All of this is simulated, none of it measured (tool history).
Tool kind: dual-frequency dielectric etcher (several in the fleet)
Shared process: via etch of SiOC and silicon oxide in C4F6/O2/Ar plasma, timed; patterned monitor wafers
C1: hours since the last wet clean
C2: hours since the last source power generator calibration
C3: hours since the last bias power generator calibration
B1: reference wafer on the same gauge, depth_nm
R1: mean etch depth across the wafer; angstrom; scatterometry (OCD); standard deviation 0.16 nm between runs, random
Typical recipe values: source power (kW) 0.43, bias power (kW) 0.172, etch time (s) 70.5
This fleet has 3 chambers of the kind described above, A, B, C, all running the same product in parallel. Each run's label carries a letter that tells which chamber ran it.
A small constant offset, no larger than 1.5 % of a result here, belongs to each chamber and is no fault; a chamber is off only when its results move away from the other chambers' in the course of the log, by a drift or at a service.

{"run": "1C", "hour": 9.1, "source power (kW)": 0.43, "bias power (kW)": 0.172, "etch time (s)": 70.5, "C1": 500.9, "C2": 1227.7, "C3": 2504.9, "B1": 92.534, "R1": 809.17}
{"run": "2B", "hour": 16.5, "source power (kW)": 0.43, "bias power (kW)": 0.172, "etch time (s)": 70.5, "C1": 261.8, "C2": 2772.7, "C3": 239.9, "B1": 92.498, "R1": 795.01}
{"run": "3A", "hour": 22.1, "source power (kW)": 0.43, "bias power (kW)": 0.172, "etch time (s)": 70.5, "C1": 318.5, "C2": 4441, "C3": 1850.6, "B1": 92.527, "R1": 813.94}
{"run": "4C", "hour": 31.7, "source power (kW)": 0.43, "bias power (kW)": 0.172, "etch time (s)": 70.5, "C1": 523.5, "C2": 1250.3, "C3": 2527.5, "B1": 92.492, "R1": 809.01}
{"hour": 32.5, "done": "chamber A: source power generator calibrated"}
{"run": "5A", "hour": 41.0, "source power (kW)": 0.43, "bias power (kW)": 0.172, "etch time (s)": 70.5, "C1": 337.4, "C2": 8.6, "C3": 1869.5, "B1": 92.496, "R1": 812.76}
{"run": "6B", "hour": 47.7, "source power (kW)": 0.43, "bias power (kW)": 0.172, "etch time (s)": 70.5, "C1": 293, "C2": 2803.9, "C3": 271.1, "B1": 92.532, "R1": 793.49}
{"run": "7A", "hour": 52.6, "source power (kW)": 0.43, "bias power (kW)": 0.172, "etch time (s)": 70.5, "C1": 349, "C2": 20.2, "C3": 1881.1, "B1": 92.561, "R1": 811.47}
{"hour": 54.4, "done": "chamber C: wet clean of the chamber"}
{"run": "8C", "hour": 61.7, "source power (kW)": 0.43, "bias power (kW)": 0.172, "etch time (s)": 70.5, "C1": 7.3, "C2": 1280.3, "C3": 2557.5, "B1": 92.486, "R1": 810.7}
{"run": "9B", "hour": 66.9, "source power (kW)": 0.43, "bias power (kW)": 0.172, "etch time (s)": 70.5, "C1": 312.2, "C2": 2823.1, "C3": 290.3, "B1": 92.484, "R1": 796.47}
{"run": "10B", "hour": 73.1, "source power (kW)": 0.43, "bias power (kW)": 0.172, "etch time (s)": 70.5, "C1": 318.4, "C2": 2829.3, "C3": 296.5, "B1": 92.478, "R1": 795.26}
{"run": "11C", "hour": 79.8, "source power (kW)": 0.43, "bias power (kW)": 0.172, "etch time (s)": 70.5, "C1": 25.4, "C2": 1298.4, "C3": 2575.6, "B1": 92.478, "R1": 808.65}
{"run": "12A", "hour": 85.4, "source power (kW)": 0.43, "bias power (kW)": 0.172, "etch time (s)": 70.5, "C1": 381.8, "C2": 53, "C3": 1913.9, "B1": 92.511, "R1": 812.65}
{"run": "13B", "hour": 91.2, "source power (kW)": 0.43, "bias power (kW)": 0.172, "etch time (s)": 70.5, "C1": 336.5, "C2": 2847.4, "C3": 314.6, "B1": 92.473, "R1": 796.79}
{"run": "14C", "hour": 97.1, "source power (kW)": 0.43, "bias power (kW)": 0.172, "etch time (s)": 70.5, "C1": 42.7, "C2": 1315.7, "C3": 2592.9, "B1": 92.476, "R1": 811.62}
{"run": "15A", "hour": 105.1, "source power (kW)": 0.43, "bias power (kW)": 0.172, "etch time (s)": 70.5, "C1": 401.5, "C2": 72.7, "C3": 1933.6, "B1": 92.553, "R1": 811.95}
{"run": "16B", "hour": 111.5, "source power (kW)": 0.43, "bias power (kW)": 0.172, "etch time (s)": 70.5, "C1": 356.8, "C2": 2867.7, "C3": 334.9, "B1": 92.527, "R1": 792.92}
{"run": "17C", "hour": 119.4, "source power (kW)": 0.43, "bias power (kW)": 0.172, "etch time (s)": 70.5, "C1": 65, "C2": 1338, "C3": 2615.2, "B1": 92.477, "R1": 811.62}
{"run": "18A", "hour": 124.4, "source power (kW)": 0.43, "bias power (kW)": 0.172, "etch time (s)": 79.5, "C1": 420.8, "C2": 92, "C3": 1952.9, "B1": 92.508, "R1": 919.14}
{"run": "19B", "hour": 131.0, "source power (kW)": 0.43, "bias power (kW)": 0.172, "etch time (s)": 79.5, "C1": 376.3, "C2": 2887.2, "C3": 354.4, "B1": 92.53, "R1": 896.98}
{"run": "20C", "hour": 140.5, "source power (kW)": 0.43, "bias power (kW)": 0.172, "etch time (s)": 79.5, "C1": 86.1, "C2": 1359.1, "C3": 2636.3, "B1": 92.466, "R1": 914.33}
{"run": "21A", "hour": 150.3, "source power (kW)": 0.36, "bias power (kW)": 0.172, "etch time (s)": 70.5, "C1": 446.7, "C2": 117.9, "C3": 1978.8, "B1": 92.509, "R1": 760.25}
{"run": "22A", "hour": 156.6, "source power (kW)": 0.36, "bias power (kW)": 0.172, "etch time (s)": 70.5, "C1": 453, "C2": 124.2, "C3": 1985.1, "B1": 92.516, "R1": 763.28}
{"run": "23C", "hour": 165.2, "source power (kW)": 0.36, "bias power (kW)": 0.172, "etch time (s)": 70.5, "C1": 110.8, "C2": 1383.8, "C3": 2661, "B1": 92.497, "R1": 754.21}
{"run": "24B", "hour": 170.3, "source power (kW)": 0.43, "bias power (kW)": 0.172, "etch time (s)": 70.5, "C1": 415.6, "C2": 2926.5, "C3": 393.7, "B1": 92.532, "R1": 791.37}
{"hour": 172.3, "done": "chamber B: source power generator calibrated"}
{"run": "25C", "hour": 175.0, "source power (kW)": 0.43, "bias power (kW)": 0.172, "etch time (s)": 70.5, "C1": 120.6, "C2": 1393.6, "C3": 2670.8, "B1": 92.447, "R1": 807.62}
{"run": "26B", "hour": 180.5, "source power (kW)": 0.43, "bias power (kW)": 0.172, "etch time (s)": 70.5, "C1": 425.8, "C2": 8.2, "C3": 403.9, "B1": 92.536, "R1": 794.03}
{"run": "27A", "hour": 189.6, "source power (kW)": 0.43, "bias power (kW)": 0.172, "etch time (s)": 70.5, "C1": 486, "C2": 157.2, "C3": 2018.1, "B1": 92.496, "R1": 814.52}
{"run": "28B", "hour": 198.2, "source power (kW)": 0.43, "bias power (kW)": 0.172, "etch time (s)": 70.5, "C1": 443.5, "C2": 25.9, "C3": 421.6, "B1": 92.5, "R1": 795.79}
{"run": "29A", "hour": 208.6, "source power (kW)": 0.43, "bias power (kW)": 0.172, "etch time (s)": 70.5, "C1": 505, "C2": 176.2, "C3": 2037.1, "B1": 92.507, "R1": 821.23}
{"run": "30C", "hour": 215.1, "source power (kW)": 0.43, "bias power (kW)": 0.172, "etch time (s)": 70.5, "C1": 160.7, "C2": 1433.7, "C3": 2710.9, "B1": 92.482, "R1": 809.91}
{"run": "31A", "hour": 221.8, "source power (kW)": 0.35, "bias power (kW)": 0.172, "etch time (s)": 70.5, "C1": 518.2, "C2": 189.4, "C3": 2050.3, "B1": 92.53, "R1": 756.2}
{"run": "32B", "hour": 230.3, "source power (kW)": 0.35, "bias power (kW)": 0.172, "etch time (s)": 70.5, "C1": 475.6, "C2": 58, "C3": 453.7, "B1": 92.461, "R1": 732.97}
{"hour": 234.1, "done": "chamber B: wet clean of the chamber"}
{"run": "33C", "hour": 237.0, "source power (kW)": 0.35, "bias power (kW)": 0.172, "etch time (s)": 70.5, "C1": 182.6, "C2": 1455.6, "C3": 2732.8, "B1": 92.51, "R1": 749.95}
{"run": "34C", "hour": 242.6, "source power (kW)": 0.43, "bias power (kW)": 0.172, "etch time (s)": 70.5, "C1": 188.2, "C2": 1461.2, "C3": 2738.4, "B1": 92.479, "R1": 807.97}
{"run": "35B", "hour": 248.1, "source power (kW)": 0.43, "bias power (kW)": 0.172, "etch time (s)": 70.5, "C1": 14.1, "C2": 75.8, "C3": 471.5, "B1": 92.478, "R1": 793.12}
{"run": "36A", "hour": 253.5, "source power (kW)": 0.43, "bias power (kW)": 0.172, "etch time (s)": 70.5, "C1": 549.9, "C2": 221.1, "C3": 2082, "B1": 92.531, "R1": 823.3}
{"run": "37C", "hour": 259.3, "source power (kW)": 0.43, "bias power (kW)": 0.172, "etch time (s)": 70.5, "C1": 204.9, "C2": 1477.9, "C3": 2755.1, "B1": 92.489, "R1": 809.17}
{"run": "38A", "hour": 267.3, "source power (kW)": 0.33, "bias power (kW)": 0.155, "etch time (s)": 70.5, "C1": 563.7, "C2": 234.9, "C3": 2095.8, "B1": 92.489, "R1": 717.7}
{"run": "39B", "hour": 274.9, "source power (kW)": 0.33, "bias power (kW)": 0.155, "etch time (s)": 70.5, "C1": 40.9, "C2": 102.6, "C3": 498.3, "B1": 92.511, "R1": 693.31}
{"run": "40C", "hour": 279.6, "source power (kW)": 0.33, "bias power (kW)": 0.155, "etch time (s)": 70.5, "C1": 225.2, "C2": 1498.2, "C3": 2775.4, "B1": 92.512, "R1": 707.68}
{"run": "41B", "hour": 284.5, "source power (kW)": 0.43, "bias power (kW)": 0.172, "etch time (s)": 70.5, "C1": 50.5, "C2": 112.2, "C3": 507.9, "B1": 92.453, "R1": 794.69}

Predict what each chamber gives when all 3 of them run the settings below next.
{"run": "42A", "hour": 292.0, "source power (kW)": 0.43, "bias power (kW)": 0.172, "etch time (s)": 63, "R1": "?"}
{"run": "42B", "hour": 292.0, "source power (kW)": 0.43, "bias power (kW)": 0.172, "etch time (s)": 63, "R1": "?"}
{"run": "42C", "hour": 292.0, "source power (kW)": 0.43, "bias power (kW)": 0.172, "etch time (s)": 63, "R1": "?"}

run=42A R1=736.54
run=42B R1=712.55
run=42C R1=723.98
